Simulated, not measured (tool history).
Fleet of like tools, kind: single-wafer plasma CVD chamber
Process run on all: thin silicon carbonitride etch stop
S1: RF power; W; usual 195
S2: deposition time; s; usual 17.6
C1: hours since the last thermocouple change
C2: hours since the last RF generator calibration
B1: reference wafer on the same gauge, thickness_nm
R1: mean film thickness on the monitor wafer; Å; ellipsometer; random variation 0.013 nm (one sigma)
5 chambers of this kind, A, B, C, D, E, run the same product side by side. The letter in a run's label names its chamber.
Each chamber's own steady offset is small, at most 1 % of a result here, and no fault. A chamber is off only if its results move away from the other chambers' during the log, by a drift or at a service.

run,hour,S1,S2,C1,C2,B1,R1
1E,8.8,195,17.6,691.7,898.2,10.403,100.05
# hour 13.5: chamber A: thermocouple changed; heater temperature recalibrated
2B,23.3,195,17.6,625.6,1552.5,10.407,99.268
3D,37.3,195,17.6,1628.5,1989.4,10.403,99.887
4C,44.4,195,17.6,1515.8,1490.8,10.407,99.694
5A,60,195,17.6,46.6,664,10.404,98.881
# hour 60.9: chamber B: RF generator calibrated
6E,72.8,195,17.6,755.7,962.2,10.405,99.841
7A,87.1,195,17.6,73.7,691.1,10.409,98.808
8B,98.4,195,17.6,700.7,37.6,10.406,99.389
9D,114.5,195,17.6,1705.7,2066.6,10.407,99.904
10C,126.6,195,17.6,1598,1573,10.414,99.983
11D,142.3,195,17.6,1733.5,2094.4,10.412,99.641
12A,155.4,195,17.6,142,759.4,10.416,99.028
13B,169.4,195,17.6,771.7,108.6,10.422,99.222
14C,179.4,210,14.8,1650.8,1625.8,10.414,85.871
# hour 185.9: chamber D: thermocouple changed; heater temperature recalibrated
15E,188.4,210,14.8,871.3,1077.8,10.42,86.063
16C,204.4,210,14.8,1675.8,1650.8,10.421,86.184
17B,215.3,210,14.8,817.6,154.5,10.423,85.204
18A,228.1,210,14.8,214.7,832.1,10.423,85.143
19E,237.6,195,17.6,920.5,1127,10.423,100.16
20D,245.7,195,18.8,59.8,2197.8,10.428,106.81
21C,261.3,195,18.8,1732.7,1707.7,10.431,106.67
22D,277.2,195,18.8,91.3,2229.3,10.428,107.14
23E,290.9,195,18.8,973.8,1180.3,10.434,106.85
24A,301,195,18.8,287.6,905,10.433,105.98
25B,316,195,17.6,918.3,255.2,10.434,99.474
26C,326.2,195,17.6,1797.6,1772.6,10.435,100.4
27D,342.5,195,17.6,156.6,2294.6,10.436,100.27
28A,350.8,195,17.6,337.4,954.8,10.44,98.928
29E,364.8,195,17.6,1047.7,1254.2,10.443,100.17
30B,378.1,195,17.6,980.4,317.3,10.437,99.555
31E,389.9,195,17.6,1072.8,1279.3,10.44,100.12
32D,398,195,17.6,212.1,2350.1,10.441,100.35
33A,410.9,195,17.6,397.5,1014.9,10.444,99.314
# hour 414: chamber C: thermocouple changed; heater temperature recalibrated
34B,422,195,15.9,1024.3,361.2,10.443,89.876
# hour 426.8: chamber B: thermocouple changed; heater temperature recalibrated
35C,435.7,195,15.9,21.8,1882.1,10.445,90.573
36C,450.6,195,15.9,36.7,1897,10.45,90.623
37A,463.4,195,15.9,450,1067.4,10.445,89.625
38E,477.1,195,15.9,1160,1366.5,10.45,90.87
39D,489.1,195,17.6,303.2,2441.2,10.45,100.39
40B,502.4,195,17.6,75.6,441.6,10.449,99.634
41C,512.3,195,17.6,98.4,1958.7,10.452,100.25
42B,521,195,17.6,94.2,460.2,10.453,99.648

Each of the 5 chambers runs these same settings next. Fill in every chamber's results:
43A,532.8,195,17.6,,,,?
43B,532.8,195,17.6,,,,?
43C,532.8,195,17.6,,,,?
43D,532.8,195,17.6,,,,?
43E,532.8,195,17.6,,,,?

run,R1
43A,99.354
43B,99.623
43C,100.35
43D,100.6
43E,100.22

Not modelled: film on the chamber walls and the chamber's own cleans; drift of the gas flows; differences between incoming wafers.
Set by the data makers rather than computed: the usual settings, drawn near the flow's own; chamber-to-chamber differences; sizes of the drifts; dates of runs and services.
